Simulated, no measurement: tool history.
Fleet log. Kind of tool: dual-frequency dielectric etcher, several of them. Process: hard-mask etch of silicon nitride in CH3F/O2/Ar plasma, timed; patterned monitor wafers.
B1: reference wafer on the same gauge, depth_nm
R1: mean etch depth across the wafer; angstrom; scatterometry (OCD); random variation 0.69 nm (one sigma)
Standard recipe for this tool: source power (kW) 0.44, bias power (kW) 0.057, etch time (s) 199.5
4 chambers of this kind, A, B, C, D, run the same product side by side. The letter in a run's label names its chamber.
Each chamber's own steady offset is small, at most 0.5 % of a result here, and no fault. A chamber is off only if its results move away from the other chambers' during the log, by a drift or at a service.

run 1D day=0.521 | source_power_(kW)=0.44 bias_power_(kW)=0.057 etch_time_(s)=199.5 | B1=125.06 | R1=1347.9
run 2C day=1.025 | source_power_(kW)=0.44 bias_power_(kW)=0.057 etch_time_(s)=199.5 | B1=125.11 | R1=1343.4
run 3A day=1.429 | source_power_(kW)=0.44 bias_power_(kW)=0.057 etch_time_(s)=199.5 | B1=124.96 | R1=1342.6
run 4B day=1.746 | source_power_(kW)=0.44 bias_power_(kW)=0.057 etch_time_(s)=199.5 | B1=124.91 | R1=1341.2
run 5A day=2.312 | source_power_(kW)=0.44 bias_power_(kW)=0.057 etch_time_(s)=199.5 | B1=124.96 | R1=1346
run 6D day=2.95 | source_power_(kW)=0.44 bias_power_(kW)=0.057 etch_time_(s)=199.5 | B1=124.88 | R1=1341.9
-- day=3.271 chamber C: wet clean of the chamber
run 7B day=3.45 | source_power_(kW)=0.44 bias_power_(kW)=0.057 etch_time_(s)=199.5 | B1=125.02 | R1=1327.7
run 8C day=3.746 | source_power_(kW)=0.44 bias_power_(kW)=0.057 etch_time_(s)=199.5 | B1=124.92 | R1=1340.5
run 9A day=4.404 | source_power_(kW)=0.44 bias_power_(kW)=0.057 etch_time_(s)=199.5 | B1=125.03 | R1=1333.6
-- day=4.742 chamber A: wet clean of the chamber
run 10C day=4.812 | source_power_(kW)=0.44 bias_power_(kW)=0.057 etch_time_(s)=199.5 | B1=124.84 | R1=1350.2
run 11D day=5.2 | source_power_(kW)=0.44 bias_power_(kW)=0.057 etch_time_(s)=199.5 | B1=124.82 | R1=1353.5
run 12B day=5.658 | source_power_(kW)=0.35 bias_power_(kW)=0.057 etch_time_(s)=238.5 | B1=124.94 | R1=1458.6
run 13D day=6.225 | source_power_(kW)=0.35 bias_power_(kW)=0.057 etch_time_(s)=238.5 | B1=125.06 | R1=1461.5
run 14A day=6.796 | source_power_(kW)=0.35 bias_power_(kW)=0.057 etch_time_(s)=238.5 | B1=125.26 | R1=1459.3
run 15C day=7.096 | source_power_(kW)=0.35 bias_power_(kW)=0.057 etch_time_(s)=238.5 | B1=125.09 | R1=1477.1
run 16B day=7.762 | source_power_(kW)=0.44 bias_power_(kW)=0.057 etch_time_(s)=199.5 | B1=125.07 | R1=1348.1
run 17C day=8.121 | source_power_(kW)=0.44 bias_power_(kW)=0.057 etch_time_(s)=199.5 | B1=125 | R1=1331.2
run 18D day=8.8 | source_power_(kW)=0.44 bias_power_(kW)=0.057 etch_time_(s)=199.5 | B1=124.9 | R1=1343.2
run 19A day=9.279 | source_power_(kW)=0.44 bias_power_(kW)=0.057 etch_time_(s)=199.5 | B1=125.02 | R1=1342.7
run 20B day=9.812 | source_power_(kW)=0.44 bias_power_(kW)=0.057 etch_time_(s)=199.5 | B1=125.03 | R1=1354.4
run 21B day=10.383 | source_power_(kW)=0.44 bias_power_(kW)=0.057 etch_time_(s)=199.5 | B1=124.99 | R1=1347.3
run 22D day=10.933 | source_power_(kW)=0.51 bias_power_(kW)=0.051 etch_time_(s)=199.5 | B1=124.96 | R1=1377.7
run 23A day=11.5 | source_power_(kW)=0.51 bias_power_(kW)=0.051 etch_time_(s)=199.5 | B1=125.03 | R1=1371
run 24C day=12.179 | source_power_(kW)=0.51 bias_power_(kW)=0.051 etch_time_(s)=199.5 | B1=124.95 | R1=1370.8
run 25C day=12.829 | source_power_(kW)=0.51 bias_power_(kW)=0.051 etch_time_(s)=199.5 | B1=125.04 | R1=1376.1
run 26D day=13.321 | source_power_(kW)=0.44 bias_power_(kW)=0.057 etch_time_(s)=199.5 | B1=124.92 | R1=1339
run 27A day=13.742 | source_power_(kW)=0.44 bias_power_(kW)=0.057 etch_time_(s)=199.5 | B1=125.06 | R1=1347.5
run 28B day=14.375 | source_power_(kW)=0.44 bias_power_(kW)=0.057 etch_time_(s)=199.5 | B1=124.99 | R1=1376.2
run 29A day=15.012 | source_power_(kW)=0.5 bias_power_(kW)=0.046 etch_time_(s)=199.5 | B1=124.92 | R1=1322.1
run 30C day=15.367 | source_power_(kW)=0.5 bias_power_(kW)=0.046 etch_time_(s)=199.5 | B1=124.96 | R1=1320.4
run 31D day=15.688 | source_power_(kW)=0.5 bias_power_(kW)=0.046 etch_time_(s)=199.5 | B1=124.97 | R1=1325.5
run 32B day=16.054 | source_power_(kW)=0.5 bias_power_(kW)=0.046 etch_time_(s)=199.5 | B1=125.03 | R1=1363.6
-- day=16.088 chamber D: wet clean of the chamber
run 33B day=16.638 | source_power_(kW)=0.44 bias_power_(kW)=0.057 etch_time_(s)=199.5 | B1=125.02 | R1=1393
run 34C day=16.933 | source_power_(kW)=0.44 bias_power_(kW)=0.057 etch_time_(s)=199.5 | B1=125.16 | R1=1333.7
run 35A day=17.388 | source_power_(kW)=0.44 bias_power_(kW)=0.057 etch_time_(s)=199.5 | B1=124.9 | R1=1333.7
-- day=17.621 chamber B: source power generator calibrated
run 36D day=17.946 | source_power_(kW)=0.44 bias_power_(kW)=0.057 etch_time_(s)=199.5 | B1=124.85 | R1=1359.3
run 37B day=18.271 | source_power_(kW)=0.44 bias_power_(kW)=0.057 etch_time_(s)=199.5 | B1=125.06 | R1=1413.6

Read the log: is a single chamber off, either drifting away or since a service, is the gauge that measures every chamber drifting, or is nothing wrong beyond small per-chamber offsets? Name any odd chamber and what most likely caused it.

It is chamber B that slowly wanders off from its peers.
Likeliest cause: etch rate over this chamber's usual, % = 5.21.

Which of the 4 candidates below, each the usual settings with something changed and its results left as question marks, puts chamber B back in line with what the other chambers give on the usual settings?
A result is in line if it is within this distance of the other chambers' mean on the usual settings: R1 24 angstrom
run 38B-1 day=18.758 | source_power_(kW)=0.44 bias_power_(kW)=0.057 etch_time_(s)=208.5 | R1=?
run 38B-2 day=18.758 | source_power_(kW)=0.44 bias_power_(kW)=0.057 etch_time_(s)=191.5 | R1=?
run 38B-3 day=18.758 | source_power_(kW)=0.45 bias_power_(kW)=0.057 etch_time_(s)=199.5 | R1=?
run 38B-4 day=18.758 | source_power_(kW)=0.44 bias_power_(kW)=0.057 etch_time_(s)=197 | R1=?

The other chambers' mean on the usual settings: R1 1342.1 angstrom
run=38B-1 R1=1463.2
run=38B-2 R1=1343.9
run=38B-3 R1=1412.3
run=38B-4 R1=1382.5
Change 38B-2 lands the chamber within the allowed miss of the other chambers.
